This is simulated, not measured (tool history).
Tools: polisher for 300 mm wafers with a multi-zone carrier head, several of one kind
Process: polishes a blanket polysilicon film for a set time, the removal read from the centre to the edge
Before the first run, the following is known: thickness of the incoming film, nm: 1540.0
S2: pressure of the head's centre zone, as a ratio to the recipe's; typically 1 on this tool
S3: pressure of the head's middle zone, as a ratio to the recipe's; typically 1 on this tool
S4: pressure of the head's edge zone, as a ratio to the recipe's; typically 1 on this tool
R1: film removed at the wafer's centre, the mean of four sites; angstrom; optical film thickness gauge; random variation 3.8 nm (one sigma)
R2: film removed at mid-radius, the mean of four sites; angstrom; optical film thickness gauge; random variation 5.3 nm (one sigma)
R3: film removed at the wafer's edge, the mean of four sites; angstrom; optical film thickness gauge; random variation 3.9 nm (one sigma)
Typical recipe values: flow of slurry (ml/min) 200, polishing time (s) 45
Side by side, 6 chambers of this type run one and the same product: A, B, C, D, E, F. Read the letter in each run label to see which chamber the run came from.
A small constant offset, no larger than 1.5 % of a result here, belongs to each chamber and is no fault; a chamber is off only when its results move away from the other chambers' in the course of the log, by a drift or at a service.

Run 1C, hour 4.5: usual settings. Result: R1 3919.3 angstrom, R2 3965.6 angstrom, R3 3971.6 angstrom.
At hour 5.1: chamber D: worn pad replaced by a new one.
Run 2D, hour 10: usual settings. Result: R1 3945.3 angstrom, R2 3919.8 angstrom, R3 3882.6 angstrom.
Run 3A, hour 17.2: usual settings. Result: R1 3995.4 angstrom, R2 3974 angstrom, R3 3894.7 angstrom.
At hour 25.6: chamber B: worn pad replaced by a new one.
Run 4B, hour 26.5: usual settings. Result: R1 3936 angstrom, R2 3893.8 angstrom, R3 3897.7 angstrom.
Run 5E, hour 33.5: usual settings. Result: R1 3923.3 angstrom, R2 3831.6 angstrom, R3 3819.2 angstrom.
Run 6F, hour 39: usual settings. Result: R1 3933.2 angstrom, R2 3853 angstrom, R3 3936.7 angstrom.
Run 7A, hour 48.3: usual settings. Result: R1 3948.9 angstrom, R2 3914 angstrom, R3 3923.2 angstrom.
Run 8E, hour 56.5: usual settings. Result: R1 3917.2 angstrom, R2 3912.7 angstrom, R3 3849.6 angstrom.
At hour 58.8: chamber A: worn pad replaced by a new one.
At hour 63.2: chamber F: worn pad replaced by a new one.
At hour 64.1: chamber A: centre zone pressure recalibrated.
Run 9B, hour 65.8: usual settings. Result: R1 3972.5 angstrom, R2 3917.3 angstrom, R3 3975 angstrom.
Run 10D, hour 74.8: usual settings. Result: R1 3964.7 angstrom, R2 3933.9 angstrom, R3 3833.4 angstrom.
At hour 75.7: chamber F: slurry nozzle cleaned.
Run 11C, hour 80.4: usual settings but S2 0.92, S4 0.89. Result: R1 3504.9 angstrom, R2 3911.7 angstrom, R3 3729.4 angstrom.
At hour 82.8: chamber B: worn pad replaced by a new one.
Run 12F, hour 87.5: usual settings but S2 0.92, S4 0.89. Result: R1 3561.9 angstrom, R2 3916 angstrom, R3 3650 angstrom.
Run 13C, hour 95: usual settings but S2 0.92, S4 0.89. Result: R1 3576.8 angstrom, R2 3999.4 angstrom, R3 3699.1 angstrom.
Run 14D, hour 101: usual settings but S2 0.92, S4 0.89. Result: R1 3541.6 angstrom, R2 3956.9 angstrom, R3 3637.7 angstrom.
Run 15A, hour 108.7: usual settings but S2 0.92, S4 0.89. Result: R1 3588.2 angstrom, R2 3934.2 angstrom, R3 3784.2 angstrom.
At hour 109.2: chamber E: worn pad replaced by a new one.
Run 16E, hour 117.9: usual settings but S2 0.92, S4 0.89. Result: R1 3571.2 angstrom, R2 4054.7 angstrom, R3 3648.6 angstrom.
At hour 119.8: chamber C: worn pad replaced by a new one.
Run 17F, hour 125.6: usual settings. Result: R1 3891.3 angstrom, R2 3912.1 angstrom, R3 3928.7 angstrom.
At hour 129.1: chamber B: slurry nozzle cleaned.
Run 18B, hour 134.7: usual settings but flow of slurry (ml/min) 165, polishing time (s) 37. Result: R1 3123.1 angstrom, R2 3104.1 angstrom, R3 3198.4 angstrom.
At hour 137.8: chamber B: worn pad replaced by a new one.
Run 19E, hour 142.5: usual settings but flow of slurry (ml/min) 165, polishing time (s) 37. Result: R1 3023.8 angstrom, R2 3125.6 angstrom, R3 3106.7 angstrom.
Run 20F, hour 150: usual settings but flow of slurry (ml/min) 165, polishing time (s) 37. Result: R1 3120.7 angstrom, R2 3081.4 angstrom, R3 3141.3 angstrom.
Run 21D, hour 155.2: usual settings but flow of slurry (ml/min) 165, polishing time (s) 37. Result: R1 3082.1 angstrom, R2 3073.8 angstrom, R3 3105.5 angstrom.
At hour 156.4: chamber D: worn pad replaced by a new one.
Run 22C, hour 161.6: usual settings but flow of slurry (ml/min) 165, polishing time (s) 37. Result: R1 3126.4 angstrom, R2 3164.3 angstrom, R3 3197.7 angstrom.
Run 23B, hour 167.2: usual settings but flow of slurry (ml/min) 165, polishing time (s) 37. Result: R1 3149.5 angstrom, R2 3139.8 angstrom, R3 3157.3 angstrom.
At hour 167.5: chamber B: centre zone pressure recalibrated.
Run 24A, hour 173.4: usual settings. Result: R1 3816.6 angstrom, R2 3854.5 angstrom, R3 3910.9 angstrom.
Run 25B, hour 179.1: usual settings. Result: R1 3897.9 angstrom, R2 3852.2 angstrom, R3 4012.7 angstrom.
Run 26F, hour 185.8: usual settings. Result: R1 3870.2 angstrom, R2 3960.5 angstrom, R3 3865.7 angstrom.
Run 27E, hour 192.6: usual settings. Result: R1 3920.8 angstrom, R2 4003.1 angstrom, R3 3881.4 angstrom.
At hour 199.1: chamber D: slurry nozzle cleaned.
Run 28D, hour 200.1: usual settings. Result: R1 3921.1 angstrom, R2 3967.4 angstrom, R3 3945.8 angstrom.
At hour 200.9: chamber F: worn pad replaced by a new one.
At hour 203.8: chamber B: edge zone pressure recalibrated.
At hour 206: chamber B: worn pad replaced by a new one.
Run 29C, hour 206.9: usual settings. Result: R1 3957.6 angstrom, R2 3826.7 angstrom, R3 3983.9 angstrom.
At hour 214.2: chamber C: centre zone pressure recalibrated.
Run 30A, hour 216.4: usual settings. Result: R1 3747 angstrom, R2 3731.7 angstrom, R3 3889.6 angstrom.
Run 31B, hour 222.6: usual settings. Result: R1 3951.8 angstrom, R2 3967.1 angstrom, R3 3899.8 angstrom.
At hour 223.9: chamber E: slurry nozzle cleaned.
Run 32F, hour 227.6: usual settings. Result: R1 3908 angstrom, R2 3904.1 angstrom, R3 3853.7 angstrom.
At hour 233.4: chamber A: worn pad replaced by a new one.
Run 33E, hour 233.5: usual settings. Result: R1 3866.9 angstrom, R2 3905.5 angstrom, R3 3896.4 angstrom.
Run 34D, hour 238.1: usual settings. Result: R1 3920.1 angstrom, R2 3874.4 angstrom, R3 3893.1 angstrom.
At hour 238.5: chamber C: worn pad replaced by a new one.
At hour 240.2: chamber E: worn pad replaced by a new one.
Run 35A, hour 246.2: usual settings but flow of slurry (ml/min) 230. Result: R1 3809.5 angstrom, R2 3857.5 angstrom, R3 3878.7 angstrom.
Run 36C, hour 252.8: usual settings but flow of slurry (ml/min) 230. Result: R1 4040.1 angstrom, R2 4033.4 angstrom, R3 4087.3 angstrom.
Run 37E, hour 257.4: usual settings but flow of slurry (ml/min) 230. Result: R1 3986.4 angstrom, R2 3957.2 angstrom, R3 3939.4 angstrom.
Run 38F, hour 262.9: usual settings but flow of slurry (ml/min) 230. Result: R1 3928.4 angstrom, R2 3916.1 angstrom, R3 3988.2 angstrom.
Run 39C, hour 267.5: usual settings but flow of slurry (ml/min) 230. Result: R1 4051.9 angstrom, R2 4052.1 angstrom, R3 4017.3 angstrom.
At hour 271.5: chamber D: worn pad replaced by a new one.
Run 40D, hour 273.9: usual settings but flow of slurry (ml/min) 230. Result: R1 4070.2 angstrom, R2 4132 angstrom, R3 3952 angstrom.
Run 41A, hour 282.1: usual settings. Result: R1 3544.9 angstrom, R2 3643.8 angstrom, R3 3734.7 angstrom.

One chamber off, gauge drift, or nothing amiss beyond the chambers' own small offsets? If it is a chamber, which one, and what is the likeliest cause?

It is chamber A that slowly wanders off from its peers.
Most likely cause: slurry flow missing at the pad, % = 36.9.

Chamber A could run next with any of the 4 candidate recipes listed below; each alters the usual settings, and their results appear as question marks. Which one brings its results back in line with what the other chambers deliver on the usual settings?
Counts as in line when no further than this from what the other chambers average on the usual settings: R1 130 angstrom; R2 190 angstrom; R3 130 angstrom
Run 42A-1, hour 289.2: usual settings but flow of slurry (ml/min) 205, S2 1.02, S3 1.02, S4 0.98, polishing time (s) 48. Result: R1 ?, R2 ?, R3 ?.
Run 42A-2, hour 289.2: usual settings but flow of slurry (ml/min) 190, S2 0.98, S3 0.98, S4 1.02, polishing time (s) 43. Result: R1 ?, R2 ?, R3 ?.
Run 42A-3, hour 289.2: usual settings but flow of slurry (ml/min) 215, S2 1.05, S3 1.04, S4 0.96, polishing time (s) 50. Result: R1 ?, R2 ?, R3 ?.
Run 42A-4, hour 289.2: usual settings but flow of slurry (ml/min) 185, S2 0.95, S3 0.96, S4 1.04, polishing time (s) 40. Result: R1 ?, R2 ?, R3 ?.

The other chambers' mean on the usual settings: R1 3911.5 angstrom; R2 3912.6 angstrom; R3 3916.5 angstrom
  run      R1      R2      R3
42A-1  3938.3  3930.7  3947.2
42A-2  3308.8  3334.6  3569.9
42A-3  4285.1  4211.8  4096.1
42A-4  2952.2  3024.1  3341.7
42A-1 is the one that brings the chamber's results back in line with the other chambers.
